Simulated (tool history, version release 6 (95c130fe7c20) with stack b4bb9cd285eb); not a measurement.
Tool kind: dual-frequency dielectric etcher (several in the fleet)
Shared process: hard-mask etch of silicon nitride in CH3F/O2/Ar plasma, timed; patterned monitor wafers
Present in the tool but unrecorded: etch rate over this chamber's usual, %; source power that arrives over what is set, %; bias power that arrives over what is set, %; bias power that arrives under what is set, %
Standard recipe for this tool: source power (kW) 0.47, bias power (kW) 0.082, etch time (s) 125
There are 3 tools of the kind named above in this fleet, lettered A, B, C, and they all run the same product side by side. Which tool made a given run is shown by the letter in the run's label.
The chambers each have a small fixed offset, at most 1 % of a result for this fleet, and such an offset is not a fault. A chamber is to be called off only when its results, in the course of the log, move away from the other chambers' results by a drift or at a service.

run   hour  source power (kW)  bias power (kW)  etch time (s)  hours since the last wet clean  hours since the last source power generator calibration  hours since the last bias power generator calibration  read-back reference wafer on the same gauge, depth_nm  mean etch depth across the wafer (Å)
 1A    8.3               0.47            0.082            125                            17.8                                                   2477.8                                                 1714.8                                                  79.71                                965.12
 2B   18.2               0.47            0.082            125                           208.2                                                    631.2                                                 3701.5                                                 79.769                                976.97
 3C   23.2               0.47            0.082            125                           194.9                                                    286.4                                                 2056.2                                                 79.765                                971.89
 4B   28.6               0.47            0.082            125                           218.6                                                    641.6                                                 3711.9                                                 79.784                                979.34
 5A   35.2               0.47            0.082            125                            44.7                                                   2504.7                                                 1741.7                                                 79.799                                966.22
 6C   45.2               0.47            0.082            125                           216.9                                                    308.4                                                 2078.2                                                 79.809                                972.72
 7A   55.5               0.47            0.082            125                              65                                                     2525                                                   1762                                                 79.845                                968.18
 8B   64.2               0.47            0.082            125                           254.2                                                    677.2                                                 3747.5                                                 79.876                                977.17
 9C   70.2               0.47            0.088            125                           241.9                                                    333.4                                                 2103.2                                                 79.851                                996.67
10B   79.9               0.47            0.088            125                           269.9                                                    692.9                                                 3763.2                                                 79.922                                1004.7
11C     85               0.47            0.088            125                           256.7                                                    348.2                                                   2118                                                 79.897                                998.07
12A   90.5               0.47            0.082            125                             100                                                     2560                                                   1797                                                 79.906                                967.38
13C   96.4               0.47            0.082            125                           268.1                                                    359.6                                                 2129.4                                                 79.964                                974.53
14B  105.2               0.47            0.082            125                           295.2                                                    718.2                                                 3788.5                                                 79.944                                980.33
15A    114               0.47            0.082            125                           123.5                                                   2583.5                                                 1820.5                                                 79.987                                968.67
16C  120.8               0.47            0.082            125                           292.5                                                      384                                                 2153.8                                                 79.983                                976.74
17A  131.9               0.47            0.082            125                           141.4                                                   2601.4                                                 1838.4                                                 80.055                                967.92
18B  137.3               0.47            0.082            125                           327.3                                                    750.3                                                 3820.6                                                 80.091                                982.09
19B  145.3               0.47            0.082            125                           335.3                                                    758.3                                                 3828.6                                                 80.049                                980.25
20A  154.9               0.47            0.082            125                           164.4                                                   2624.4                                                 1861.4                                                   80.1                                971.15
21C  161.8               0.47            0.082            125                           333.5                                                      425                                                 2194.8                                                 80.132                                975.19
22C  171.6               0.47            0.082            125                           343.3                                                    434.8                                                 2204.6                                                 80.168                                 977.3
23A    180               0.47            0.082            125                           189.5                                                   2649.5                                                 1886.5                                                 80.161                                971.27

All chambers now run identical settings, listed one chamber a line with results as question marks. What results will each chamber show?
24A   188               0.47            0.082            125                                                                                                                                                                                                                                            ?
24B   188               0.47            0.082            125                                                                                                                                                                                                                                            ?
24C   188               0.47            0.082            125                                                                                                                                                                                                                                            ?

run  mean etch depth across the wafer (Å)
24A                                970.07
24B                                984.05
24C                                976.45

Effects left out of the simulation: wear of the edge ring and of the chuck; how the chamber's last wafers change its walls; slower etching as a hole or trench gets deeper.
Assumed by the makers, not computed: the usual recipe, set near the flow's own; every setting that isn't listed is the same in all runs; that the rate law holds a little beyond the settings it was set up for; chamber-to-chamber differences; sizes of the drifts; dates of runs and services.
